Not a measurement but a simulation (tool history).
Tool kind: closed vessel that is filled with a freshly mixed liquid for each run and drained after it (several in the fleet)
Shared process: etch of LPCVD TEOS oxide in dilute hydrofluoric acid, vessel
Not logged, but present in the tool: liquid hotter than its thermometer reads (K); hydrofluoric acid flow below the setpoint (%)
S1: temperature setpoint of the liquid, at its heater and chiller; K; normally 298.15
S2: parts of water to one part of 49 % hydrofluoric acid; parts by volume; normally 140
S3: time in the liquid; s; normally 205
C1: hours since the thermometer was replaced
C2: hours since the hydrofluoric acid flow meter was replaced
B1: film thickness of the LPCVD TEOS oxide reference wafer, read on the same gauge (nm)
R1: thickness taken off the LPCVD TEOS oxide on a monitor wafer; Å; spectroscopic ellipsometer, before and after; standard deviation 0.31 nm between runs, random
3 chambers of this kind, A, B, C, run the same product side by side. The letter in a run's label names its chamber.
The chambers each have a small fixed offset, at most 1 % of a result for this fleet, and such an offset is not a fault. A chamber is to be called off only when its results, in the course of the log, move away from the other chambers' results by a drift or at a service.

{"run": "1C", "hour": 4.3, "S1": 298.15, "S2": 140, "S3": 205, "C1": 1231.2, "C2": 722.2, "B1": 70.018, "R1": 554.89}
{"run": "2B", "hour": 7.4, "S1": 298.15, "S2": 140, "S3": 205, "C1": 248.3, "C2": 1219.6, "B1": 69.994, "R1": 551.22}
{"run": "3A", "hour": 11.5, "S1": 298.15, "S2": 140, "S3": 205, "C1": 778.4, "C2": 1539.1, "B1": 70.024, "R1": 556.27}
{"run": "4B", "hour": 14.7, "S1": 298.15, "S2": 140, "S3": 205, "C1": 255.6, "C2": 1226.9, "B1": 70.014, "R1": 553.06}
{"run": "5C", "hour": 18.5, "S1": 300.15, "S2": 140, "S3": 300, "C1": 1245.4, "C2": 736.4, "B1": 70.033, "R1": 876.5}
{"run": "6A", "hour": 22.5, "S1": 300.15, "S2": 140, "S3": 300, "C1": 789.4, "C2": 1550.1, "B1": 70.009, "R1": 868.88}
{"run": "7A", "hour": 26.8, "S1": 300.15, "S2": 140, "S3": 300, "C1": 793.7, "C2": 1554.4, "B1": 70.005, "R1": 861.33}
{"run": "8C", "hour": 28.7, "S1": 298.15, "S2": 140, "S3": 205, "C1": 1255.6, "C2": 746.6, "B1": 70.01, "R1": 555.77}
{"run": "9B", "hour": 33.1, "S1": 298.15, "S2": 140, "S3": 205, "C1": 274.0, "C2": 1245.3, "B1": 70.045, "R1": 549.62}
{"run": "10B", "hour": 36.0, "S1": 298.15, "S2": 140, "S3": 205, "C1": 276.9, "C2": 1248.2, "B1": 69.975, "R1": 552.09}
{"run": "11A", "hour": 39.0, "S1": 298.15, "S2": 140, "S3": 205, "C1": 805.9, "C2": 1566.6, "B1": 70.03, "R1": 556.79}
{"run": "12C", "hour": 41.4, "S1": 298.15, "S2": 140, "S3": 205, "C1": 1268.3, "C2": 759.3, "B1": 70.017, "R1": 555.29}
{"run": "13A", "hour": 45.2, "S1": 298.15, "S2": 140, "S3": 205, "C1": 812.1, "C2": 1572.8, "B1": 69.998, "R1": 548.78}
{"run": "14C", "hour": 47.4, "S1": 298.15, "S2": 140, "S3": 205, "C1": 1274.3, "C2": 765.3, "B1": 70.027, "R1": 558.0}
{"run": "15B", "hour": 50.3, "S1": 298.15, "S2": 140, "S3": 205, "C1": 291.2, "C2": 1262.5, "B1": 70.003, "R1": 550.24}
{"run": "16A", "hour": 54.2, "S1": 298.15, "S2": 140, "S3": 205, "C1": 821.1, "C2": 1581.8, "B1": 70.003, "R1": 552.83}
{"run": "17C", "hour": 58.0, "S1": 298.15, "S2": 140, "S3": 205, "C1": 1284.9, "C2": 775.9, "B1": 70.016, "R1": 554.78}
{"run": "18B", "hour": 62.1, "S1": 298.15, "S2": 140, "S3": 205, "C1": 303.0, "C2": 1274.3, "B1": 69.958, "R1": 552.75}
{"run": "19B", "hour": 64.4, "S1": 298.15, "S2": 85, "S3": 250, "C1": 305.3, "C2": 1276.6, "B1": 69.996, "R1": 1173.4}
{"run": "20A", "hour": 68.3, "S1": 298.15, "S2": 85, "S3": 250, "C1": 835.2, "C2": 1595.9, "B1": 69.985, "R1": 1180.1}
{"run": "21C", "hour": 70.9, "S1": 298.15, "S2": 85, "S3": 250, "C1": 1297.8, "C2": 788.8, "B1": 70.039, "R1": 1172.4}
{"run": "22A", "hour": 73.7, "S1": 298.15, "S2": 140, "S3": 205, "C1": 840.6, "C2": 1601.3, "B1": 69.964, "R1": 557.56}
{"run": "23C", "hour": 76.7, "S1": 298.15, "S2": 140, "S3": 205, "C1": 1303.6, "C2": 794.6, "B1": 70.015, "R1": 561.57}
{"run": "24B", "hour": 79.9, "S1": 298.15, "S2": 140, "S3": 205, "C1": 320.8, "C2": 1292.1, "B1": 69.969, "R1": 540.94}
{"run": "25C", "hour": 83.0, "S1": 298.15, "S2": 140, "S3": 205, "C1": 1309.9, "C2": 800.9, "B1": 69.998, "R1": 547.67}
{"run": "26A", "hour": 85.1, "S1": 298.15, "S2": 115, "S3": 110, "C1": 852.0, "C2": 1612.7, "B1": 69.996, "R1": 370.15}
{"run": "27B", "hour": 88.5, "S1": 298.15, "S2": 115, "S3": 110, "C1": 329.4, "C2": 1300.7, "B1": 69.986, "R1": 362.58}
{"run": "28B", "hour": 92.3, "S1": 298.15, "S2": 115, "S3": 110, "C1": 333.2, "C2": 1304.5, "B1": 70.001, "R1": 357.71}
{"run": "29A", "hour": 95.5, "S1": 298.15, "S2": 140, "S3": 205, "C1": 862.4, "C2": 1623.1, "B1": 69.928, "R1": 559.26}
{"run": "30C", "hour": 98.3, "S1": 298.15, "S2": 140, "S3": 205, "C1": 1325.2, "C2": 816.2, "B1": 70.023, "R1": 554.79}
{"run": "31B", "hour": 100.4, "S1": 298.15, "S2": 140, "S3": 205, "C1": 341.3, "C2": 1312.6, "B1": 70.024, "R1": 535.08}
{"run": "32A", "hour": 104.4, "S1": 298.15, "S2": 140, "S3": 205, "C1": 871.3, "C2": 1632.0, "B1": 69.99, "R1": 549.8}
{"run": "33C", "hour": 108.2, "S1": 298.15, "S2": 140, "S3": 205, "C1": 1335.1, "C2": 826.1, "B1": 69.989, "R1": 554.73}
{"run": "34A", "hour": 112.0, "S1": 298.15, "S2": 140, "S3": 205, "C1": 878.9, "C2": 1639.6, "B1": 69.996, "R1": 557.02}
{"run": "35C", "hour": 115.0, "S1": 298.15, "S2": 140, "S3": 205, "C1": 1341.9, "C2": 832.9, "B1": 69.965, "R1": 555.91}
{"run": "36B", "hour": 119.3, "S1": 298.15, "S2": 140, "S3": 205, "C1": 360.2, "C2": 1331.5, "B1": 70.039, "R1": 531.56}
{"run": "37B", "hour": 121.3, "S1": 298.15, "S2": 140, "S3": 205, "C1": 362.2, "C2": 1333.5, "B1": 70.014, "R1": 532.49}
{"run": "38C", "hour": 125.5, "S1": 298.15, "S2": 140, "S3": 205, "C1": 1352.4, "C2": 843.4, "B1": 69.98, "R1": 551.36}
{"run": "39A", "hour": 128.8, "S1": 298.15, "S2": 140, "S3": 205, "C1": 895.7, "C2": 1656.4, "B1": 70.014, "R1": 551.76}
{"run": "40A", "hour": 130.9, "S1": 298.15, "S2": 140, "S3": 205, "C1": 897.8, "C2": 1658.5, "B1": 69.982, "R1": 548.12}
{"run": "41C", "hour": 135.1, "S1": 298.15, "S2": 140, "S3": 205, "C1": 1362.0, "C2": 853.0, "B1": 69.981, "R1": 548.24}
{"run": "42B", "hour": 137.2, "S1": 294.15, "S2": 205, "S3": 205, "C1": 378.1, "C2": 1349.4, "B1": 69.984, "R1": 289.93}
{"run": "43B", "hour": 139.4, "S1": 294.15, "S2": 205, "S3": 205, "C1": 380.3, "C2": 1351.6, "B1": 70.0, "R1": 291.04}
{"hour": 140.0, "done": "chamber C: hydrofluoric acid flow meter replaced"}
{"run": "44C", "hour": 143.4, "S1": 294.15, "S2": 205, "S3": 205, "C1": 1370.3, "C2": 3.5, "B1": 69.971, "R1": 305.87}

Read the log: is a single chamber off, either drifting away or since a service, is the gauge that measures every chamber drifting, or is nothing wrong beyond small per-chamber offsets? Name any odd chamber and what most likely caused it.

Chamber B drifts away from the others.
What lies behind it: hydrofluoric acid flow below the setpoint (%) = 3.77.
The log might look much the same if the cause were instead: liquid colder than its thermometer reads (K).

Below are 4 candidate recipes for chamber B's next run, each the usual settings with a change, their results shown as question marks. Which of them brings B's results back in line with what the other chambers give on the usual settings?
Counts as in line when no further than this from what the other chambers average on the usual settings: R1 11.00 Å
{"run": "45B-1", "hour": 146.6, "S1": 298.15, "S2": 140, "S3": 215, "R1": "?"}
{"run": "45B-2", "hour": 146.6, "S1": 298.65, "S2": 140, "S3": 205, "R1": "?"}
{"run": "45B-3", "hour": 146.6, "S1": 297.65, "S2": 140, "S3": 205, "R1": "?"}
{"run": "45B-4", "hour": 146.6, "S1": 298.15, "S2": 140, "S3": 195, "R1": "?"}

The other chambers' mean on the usual settings: R1 553.75 Å
run=45B-1 R1=551.71
run=45B-2 R1=535.90
run=45B-3 R1=516.34
run=45B-4 R1=500.39
The answer is 45B-1, which returns the chamber to within the allowed miss of the others.
